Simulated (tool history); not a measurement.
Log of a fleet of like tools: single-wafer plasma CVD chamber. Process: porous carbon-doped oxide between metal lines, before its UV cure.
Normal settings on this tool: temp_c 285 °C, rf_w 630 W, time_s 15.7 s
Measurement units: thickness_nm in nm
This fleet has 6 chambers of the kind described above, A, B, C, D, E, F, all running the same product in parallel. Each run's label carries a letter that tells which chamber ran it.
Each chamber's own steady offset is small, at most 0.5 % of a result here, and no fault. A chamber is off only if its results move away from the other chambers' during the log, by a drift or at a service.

| run | hour | temp_c | rf_w | time_s | read-back reference wafer on the same gauge, thickness_nm | thickness_nm |
|---|---|---|---|---|---|---|
| 1E | 6.9 | 285 | 630 | 15.7 | 129.04 | 110.1 |
| 2B | 12.1 | 285 | 630 | 15.7 | 129.17 | 110.62 |
| 3A | 19 | 285 | 630 | 15.7 | 128.91 | 110.21 |
| 4C | 25.2 | 285 | 630 | 15.7 | 129.19 | 109.93 |
| 5F | 29.6 | 285 | 630 | 15.7 | 128.87 | 110.17 |
| 6D | 38.1 | 285 | 630 | 15.7 | 129.04 | 110.31 |
| 7B | 47.1 | 285 | 630 | 15.7 | 128.83 | 109.73 |
| 8E | 55 | 285 | 630 | 15.7 | 128.98 | 110.12 |
| 9C | 60.9 | 285 | 630 | 15.7 | 129.07 | 110.33 |
| 10F | 69.2 | 285 | 630 | 15.7 | 129.03 | 109.72 |
| 11D | 76.7 | 285 | 630 | 15.7 | 128.99 | 109.93 |
| 12A | 80.8 | 285 | 630 | 15.7 | 129.03 | 110.27 |
| 13A | 87.4 | 285 | 630 | 15.7 | 129.06 | 111.08 |
| 14C | 96.2 | 295 | 700 | 15.7 | 128.89 | 111.42 |
| 15B | 102.8 | 295 | 700 | 15.7 | 128.92 | 111.15 |
| 16E | 107.3 | 295 | 700 | 15.7 | 129.03 | 111.86 |
| 17D | 113.3 | 295 | 700 | 15.7 | 129.05 | 110.65 |
| 18F | 118.8 | 295 | 700 | 15.7 | 129 | 110.89 |
| 19E | 123.5 | 295 | 700 | 15.7 | 129.05 | 110.67 |
| 20F | 131.3 | 277 | 630 | 15.7 | 128.99 | 116.43 |
|  | 132.8 | chamber A: thermocouple changed; heater temperature recalibrated |
| 21A | 135.2 | 277 | 630 | 15.7 | 128.93 | 114.49 |
| 22B | 142 | 277 | 630 | 15.7 | 129.03 | 116.06 |
| 23C | 149.9 | 277 | 630 | 15.7 | 128.94 | 116.32 |
| 24D | 158 | 277 | 630 | 15.7 | 128.98 | 115.23 |
| 25C | 163.1 | 277 | 630 | 15.7 | 128.97 | 116.12 |
| 26F | 168.4 | 285 | 630 | 15.7 | 128.99 | 109.86 |
| 27E | 174.6 | 285 | 630 | 15.7 | 129.02 | 110.34 |
| 28B | 180.6 | 285 | 630 | 15.7 | 128.89 | 110.24 |
| 29D | 185.4 | 285 | 630 | 15.7 | 128.96 | 110.62 |
| 30A | 194 | 285 | 630 | 15.7 | 129.06 | 107.65 |
| 31C | 202.3 | 285 | 630 | 15.7 | 129.02 | 109.54 |
| 32D | 208.3 | 285 | 630 | 15.7 | 129.01 | 110.64 |
| 33A | 213.2 | 296 | 630 | 14.1 | 129 | 90.002 |
| 34F | 219.5 | 296 | 630 | 14.1 | 128.95 | 93.014 |
|  | 223.3 | chamber E: thermocouple changed; heater temperature recalibrated |
| 35E | 224.9 | 296 | 630 | 14.1 | 128.96 | 93.168 |
| 36B | 232.8 | 296 | 630 | 14.1 | 129.06 | 92.709 |

Is one chamber off against the others, does the gauge drift, or is nothing wrong? If a chamber is off, say which, and what the likeliest cause is.

Chamber A drifts away from the others.
What lies behind it: delivered RF power below the setpoint (%) = 6.26.

Which of the 4 candidates below, each the usual settings with something changed and its results left as question marks, puts chamber A back in line with what the other chambers give on the usual settings?
Allowed miss from the other chambers' usual-settings mean, per result, to count as in line: thickness_nm 1.5 nm
| 37A-1 | 239.3 | 286 | 620 | 15.3 |  | ? |
| 37A-2 | 239.3 | 283 | 650 | 16.4 |  | ? |
| 37A-3 | 239.3 | 289 | 585 | 15.7 |  | ? |
| 37A-4 | 239.3 | 283 | 655 | 15.7 |  | ? |

The mean the other chambers reach with the usual settings: thickness_nm 110.22 nm
| run | thickness_nm |
|---|---|
| 37A-1 | 101.76 |
| 37A-2 | 114.35 |
| 37A-3 | 98.573 |
| 37A-4 | 110.19 |
It is 37A-4 that realigns the chamber with its peers.

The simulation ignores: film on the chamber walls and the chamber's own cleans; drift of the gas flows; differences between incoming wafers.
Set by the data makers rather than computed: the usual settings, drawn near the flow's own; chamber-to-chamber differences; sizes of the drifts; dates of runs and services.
